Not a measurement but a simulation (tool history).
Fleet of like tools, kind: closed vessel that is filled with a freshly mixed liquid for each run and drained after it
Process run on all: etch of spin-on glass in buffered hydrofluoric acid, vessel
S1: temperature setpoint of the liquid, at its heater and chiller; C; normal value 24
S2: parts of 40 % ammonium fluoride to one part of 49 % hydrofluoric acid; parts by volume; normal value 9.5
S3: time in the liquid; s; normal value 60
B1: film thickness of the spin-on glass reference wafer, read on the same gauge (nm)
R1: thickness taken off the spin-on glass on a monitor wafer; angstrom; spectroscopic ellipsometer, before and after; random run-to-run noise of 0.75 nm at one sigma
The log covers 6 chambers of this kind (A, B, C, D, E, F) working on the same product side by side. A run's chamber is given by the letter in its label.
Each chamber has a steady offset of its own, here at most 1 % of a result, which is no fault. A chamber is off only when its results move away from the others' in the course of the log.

| run | hour | S1 | S2 | S3 | B1 | R1 |
|---|---|---|---|---|---|---|
| 1B | 6 | 24 | 9.5 | 60 | 99.965 | 1691.1 |
| 2E | 10.9 | 24 | 9.5 | 60 | 99.981 | 1699 |
| 3F | 16.2 | 24 | 9.5 | 60 | 100.02 | 1724.8 |
| 4C | 23.4 | 24 | 9.5 | 60 | 100.04 | 1694.1 |
| 5D | 28.9 | 24 | 9.5 | 60 | 99.994 | 1685.9 |
| 6A | 35.8 | 24 | 9.5 | 35 | 100.06 | 992.05 |
| 7A | 41.1 | 24 | 9.5 | 35 | 100.02 | 992.23 |
| 8C | 47.4 | 24 | 9.5 | 35 | 100.02 | 986.23 |
| 9B | 53.5 | 24 | 9.5 | 35 | 100.01 | 994.24 |
| 10F | 57.4 | 24 | 9.5 | 35 | 100.01 | 1000.8 |
| 11E | 63.7 | 24 | 9.5 | 35 | 99.969 | 990.64 |
| 12D | 69.4 | 24 | 9.5 | 60 | 100 | 1686.9 |
| 13F | 75.2 | 24 | 9.5 | 60 | 99.999 | 1730.4 |
| 14A | 78.6 | 24 | 9.5 | 60 | 99.964 | 1711.2 |
| 15D | 85 | 24 | 9.5 | 60 | 100.05 | 1698.6 |
| 16E | 88.9 | 24 | 9.5 | 60 | 99.977 | 1695.9 |
| 17B | 96 | 24 | 9.5 | 60 | 99.978 | 1712 |
| 18C | 100.9 | 24 | 9.5 | 60 | 100.03 | 1727.7 |
| 19F | 107.5 | 24 | 9.5 | 60 | 100.04 | 1706.5 |
| 20E | 113.3 | 24 | 9.5 | 60 | 99.979 | 1687.8 |
| 21D | 118 | 26.5 | 9.5 | 40 | 100.03 | 1298.8 |
|  | 119.3 | chamber D: hydrofluoric acid flow meter replaced |
| 22C | 121.7 | 26.5 | 9.5 | 40 | 100.02 | 1316.7 |
| 23A | 128.6 | 26.5 | 9.5 | 40 | 99.973 | 1289.2 |
| 24B | 134.7 | 26.5 | 9.5 | 40 | 99.973 | 1306.2 |
| 25D | 138.9 | 26.5 | 9.5 | 40 | 100.03 | 1291 |
| 26F | 145.6 | 26.5 | 9.5 | 40 | 99.978 | 1304.2 |
| 27A | 150 | 24 | 9.5 | 60 | 100 | 1698.5 |
|  | 152.8 | chamber A: thermometer replaced |
| 28C | 154.5 | 24 | 9.5 | 60 | 99.986 | 1750.3 |
| 29B | 161.6 | 24 | 9.5 | 60 | 100.03 | 1715.1 |
| 30E | 167.9 | 21.5 | 9.5 | 45 | 100.02 | 1111.4 |
| 31D | 174.9 | 21.5 | 9.5 | 45 | 100 | 1103.3 |
| 32B | 179.4 | 21.5 | 9.5 | 45 | 99.976 | 1117.6 |
| 33C | 183.9 | 21.5 | 9.5 | 45 | 99.982 | 1154.3 |
| 34F | 188.6 | 21.5 | 9.5 | 45 | 100.01 | 1119.6 |
| 35A | 195.8 | 21.5 | 9.5 | 45 | 99.997 | 1113.4 |
| 36E | 200.7 | 24 | 9.5 | 60 | 99.972 | 1686.8 |
| 37D | 205.2 | 24 | 9.5 | 60 | 99.999 | 1691.6 |
| 38B | 211.2 | 24 | 9.5 | 60 | 100.02 | 1704.4 |
| 39F | 216.4 | 24 | 8 | 60 | 100 | 2016.6 |
| 40A | 220.3 | 24 | 8 | 60 | 100.03 | 1974.9 |
| 41C | 226.6 | 24 | 8 | 60 | 100.02 | 2065.9 |
| 42E | 234.3 | 24 | 8 | 60 | 100 | 1994.7 |
| 43A | 240 | 24 | 8 | 60 | 99.992 | 1971.1 |
| 44B | 247.6 | 24 | 8 | 60 | 100.02 | 2005.2 |

All chambers now run identical settings, listed one chamber a line with results as question marks. What results will each chamber show?
| 45A | 253.2 | 24 | 9.5 | 60 |  | ? |
| 45B | 253.2 | 24 | 9.5 | 60 |  | ? |
| 45C | 253.2 | 24 | 9.5 | 60 |  | ? |
| 45D | 253.2 | 24 | 9.5 | 60 |  | ? |
| 45E | 253.2 | 24 | 9.5 | 60 |  | ? |
| 45F | 253.2 | 24 | 9.5 | 60 |  | ? |

| run | R1 |
|---|---|
| 45A | 1695.5 |
| 45B | 1699.8 |
| 45C | 1788.2 |
| 45D | 1695.3 |
| 45E | 1709.8 |
| 45F | 1710.4 |

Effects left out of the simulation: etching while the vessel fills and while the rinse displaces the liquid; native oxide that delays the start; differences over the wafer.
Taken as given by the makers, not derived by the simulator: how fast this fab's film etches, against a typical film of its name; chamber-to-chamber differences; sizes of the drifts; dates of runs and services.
